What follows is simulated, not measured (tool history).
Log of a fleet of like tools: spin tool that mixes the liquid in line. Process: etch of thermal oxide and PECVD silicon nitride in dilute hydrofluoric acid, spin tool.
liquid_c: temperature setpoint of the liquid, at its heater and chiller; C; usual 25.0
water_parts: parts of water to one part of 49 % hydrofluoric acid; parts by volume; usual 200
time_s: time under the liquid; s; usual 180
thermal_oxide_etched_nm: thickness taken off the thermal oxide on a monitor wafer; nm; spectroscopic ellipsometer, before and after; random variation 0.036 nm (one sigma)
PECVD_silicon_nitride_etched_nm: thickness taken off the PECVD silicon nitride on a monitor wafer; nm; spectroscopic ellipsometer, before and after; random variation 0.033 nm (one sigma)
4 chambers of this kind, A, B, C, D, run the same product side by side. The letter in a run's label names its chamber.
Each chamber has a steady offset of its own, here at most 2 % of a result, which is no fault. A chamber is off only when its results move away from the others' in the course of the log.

run,hour,liquid_c,water_parts,time_s,"read-back film thickness of the thermal oxide reference wafer, read on the same gauge (nm)","read-back film thickness of the PECVD silicon nitride reference wafer, read on the same gauge (nm)",thermal_oxide_etched_nm,PECVD_silicon_nitride_etched_nm
1D,6.3,25.0,200,180,99.987,70.025,4.0831,4.0746
2B,16.9,25.0,200,180,100.020,70.057,4.1232,3.9199
3A,22.7,25.0,200,180,99.959,70.019,4.1181,4.1084
4C,29.6,25.0,200,180,99.971,69.992,4.1506,4.0175
5D,37.4,25.0,200,180,99.966,70.027,4.1710,4.0850
6A,48.7,25.0,200,180,99.996,69.994,4.0858,4.0960
7B,54.0,25.0,200,180,99.982,69.989,4.1899,4.0111
8C,61.4,25.0,200,180,100.010,70.001,4.1341,3.9683
9D,68.7,25.0,200,180,99.988,69.966,4.2240,4.0856
# hour 73.0: chamber B: hydrofluoric acid flow meter replaced
10A,77.0,25.0,200,265,100.020,69.991,6.1525,6.1827
11C,83.4,25.0,200,265,100.020,69.974,6.1023,5.8461
12B,90.8,25.0,200,265,100.020,70.018,6.1411,5.8723
13D,97.0,25.0,200,265,99.982,69.998,6.1271,6.0122
14C,104.0,25.0,200,180,99.996,69.980,4.0676,4.0197
15B,112.6,25.0,200,180,100.030,70.020,4.0966,4.0647
16A,120.1,25.0,200,180,100.030,70.020,4.2702,4.4031
17A,131.5,27.5,200,180,100.030,70.006,4.6900,5.0917
18C,142.6,27.5,200,180,100.000,69.997,4.5969,4.6799
19D,153.9,27.5,200,180,100.030,70.040,4.5343,4.7757
20B,160.0,27.5,200,180,99.960,70.028,4.5619,4.7181
21C,165.6,25.0,200,180,99.979,69.983,4.1010,3.9803
22B,171.0,25.0,200,180,100.030,70.016,4.2031,3.9675
23D,180.8,25.0,200,180,99.985,70.022,4.1094,4.0824
24A,186.8,25.0,200,180,99.992,70.001,4.4319,4.6649

All 4 chambers run these settings next. Forecast each chamber's results:
25A,195.1,25.0,110,180,,,?,?
25B,195.1,25.0,110,180,,,?,?
25C,195.1,25.0,110,180,,,?,?
25D,195.1,25.0,110,180,,,?,?

run,thermal_oxide_etched_nm,PECVD_silicon_nitride_etched_nm
25A,9.0245,8.4873
25B,8.5129,7.3808
25C,8.1452,7.2268
25D,8.3256,7.4323

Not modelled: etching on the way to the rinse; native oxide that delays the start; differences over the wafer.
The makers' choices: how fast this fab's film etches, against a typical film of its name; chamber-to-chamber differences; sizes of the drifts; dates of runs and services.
